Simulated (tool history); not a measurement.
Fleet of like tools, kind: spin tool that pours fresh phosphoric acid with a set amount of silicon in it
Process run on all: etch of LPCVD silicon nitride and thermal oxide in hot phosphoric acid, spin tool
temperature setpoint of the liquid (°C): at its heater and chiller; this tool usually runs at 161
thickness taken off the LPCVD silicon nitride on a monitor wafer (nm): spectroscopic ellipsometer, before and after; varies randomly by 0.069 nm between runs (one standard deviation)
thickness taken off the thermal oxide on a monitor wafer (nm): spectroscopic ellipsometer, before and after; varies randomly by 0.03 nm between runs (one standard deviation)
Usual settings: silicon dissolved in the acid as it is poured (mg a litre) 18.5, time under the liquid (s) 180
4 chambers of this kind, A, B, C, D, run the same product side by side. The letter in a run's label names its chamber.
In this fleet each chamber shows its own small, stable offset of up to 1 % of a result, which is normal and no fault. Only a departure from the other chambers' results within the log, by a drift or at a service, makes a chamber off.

run	hour	temperature setpoint of the liquid (°C)	silicon dissolved in the acid as it is poured (mg a litre)	time under the liquid (s)	hours since the thermometer was replaced	hours since the dissolved silicon flow meter was replaced	hours since the heated supply line was repaired	read-back film thickness of the LPCVD silicon nitride reference wafer, read on the same gauge (nm)	read-back film thickness of the thermal oxide reference wafer, read on the same gauge (nm)	thickness taken off the LPCVD silicon nitride on a monitor wafer (nm)	thickness taken off the thermal oxide on a monitor wafer (nm)
1A	7.5	161	18.5	180	1219.4	730.8	47.7	80.008	139.99	12.403	0.35020
2B	15.8	161	18.5	180	1115.7	809.7	3302.9	80.002	140.00	12.667	0.38502
3D	23.7	161	18.5	180	1456.7	105.2	545.5	80.002	140.01	12.538	0.37201
4C	31.3	161	18.5	180	80.8	1579.8	1914.0	80.017	140.00	12.562	0.35773
5A	36.5	161	18.5	180	1248.4	759.8	76.7	79.986	139.99	12.492	0.34829
6D	46.7	161	18.5	180	1479.7	128.2	568.5	79.981	140.02	12.483	0.38936
7B	52.1	161	18.5	180	1152.0	846.0	3339.2	80.018	140.03	12.614	0.38287
8C	62.8	161	18.5	180	112.3	1611.3	1945.5	79.996	140.03	12.603	0.39540
9C	71.3	161	18.5	180	120.8	1619.8	1954.0	79.973	140.01	12.624	0.43403
10B	79.7	161	18.5	180	1179.6	873.6	3366.8	79.987	139.99	12.585	0.37133
11A	86.5	161	18.5	180	1298.4	809.8	126.7	79.973	140.01	12.443	0.39149
12D	95.1	161	18.5	180	1528.1	176.6	616.9	79.983	139.98	12.674	0.36609
13C	104.9	161	18.5	180	154.4	1653.4	1987.6	80.007	140.01	12.616	0.39765
14D	115.0	161	18.5	180	1548.0	196.5	636.8	79.982	139.99	12.544	0.33046
15A	124.5	161	18.5	180	1336.4	847.8	164.7	80.000	140.00	12.495	0.34097
16B	132.6	161	18.5	180	1232.5	926.5	3419.7	79.980	140.01	12.640	0.32403
# hour 137.6: chamber A: thermometer replaced
17B	140.1	161	18.5	180	1240.0	934.0	3427.2	80.027	140.02	12.667	0.35047
# hour 144.3: chamber D: thermometer replaced
18D	148.7	161	18.5	180	4.4	230.2	670.5	79.998	139.99	12.560	0.34521
19A	156.4	161	18.5	180	18.9	879.7	196.6	79.961	140.01	12.366	0.37464
20C	166.7	161	18.5	180	216.2	1715.2	2049.4	79.970	140.02	12.529	0.33702
21D	176.4	161	18.5	180	32.1	257.9	698.2	80.005	140.00	12.535	0.35907
22B	187.3	161	18.5	180	1287.2	981.2	3474.4	79.981	140.01	12.535	0.32542
23C	192.3	161	18.5	180	241.8	1740.8	2075.0	80.025	140.00	12.603	0.40380
24A	203.1	161	18.5	180	65.6	926.4	243.3	80.052	140.00	12.459	0.32835
25C	210.4	161	18.5	180	259.9	1758.9	2093.1	79.996	139.99	12.561	0.35819
26A	221.3	161	18.5	180	83.8	944.6	261.5	80.032	140.00	12.632	0.33724
27B	229.8	161	18.5	270	1329.7	1023.7	3516.9	79.962	140.02	18.736	0.55519

For the next run the whole fleet of 4 chambers uses the same settings. Give each chamber's results:
28A	237.6	161	18.5	180						?	?
28B	237.6	161	18.5	180						?	?
28C	237.6	161	18.5	180						?	?
28D	237.6	161	18.5	180						?	?

run	thickness taken off the LPCVD silicon nitride on a monitor wafer (nm)	thickness taken off the thermal oxide on a monitor wafer (nm)
28A	12.401	0.34156
28B	12.645	0.39163
28C	12.644	0.35885
28D	12.590	0.38901
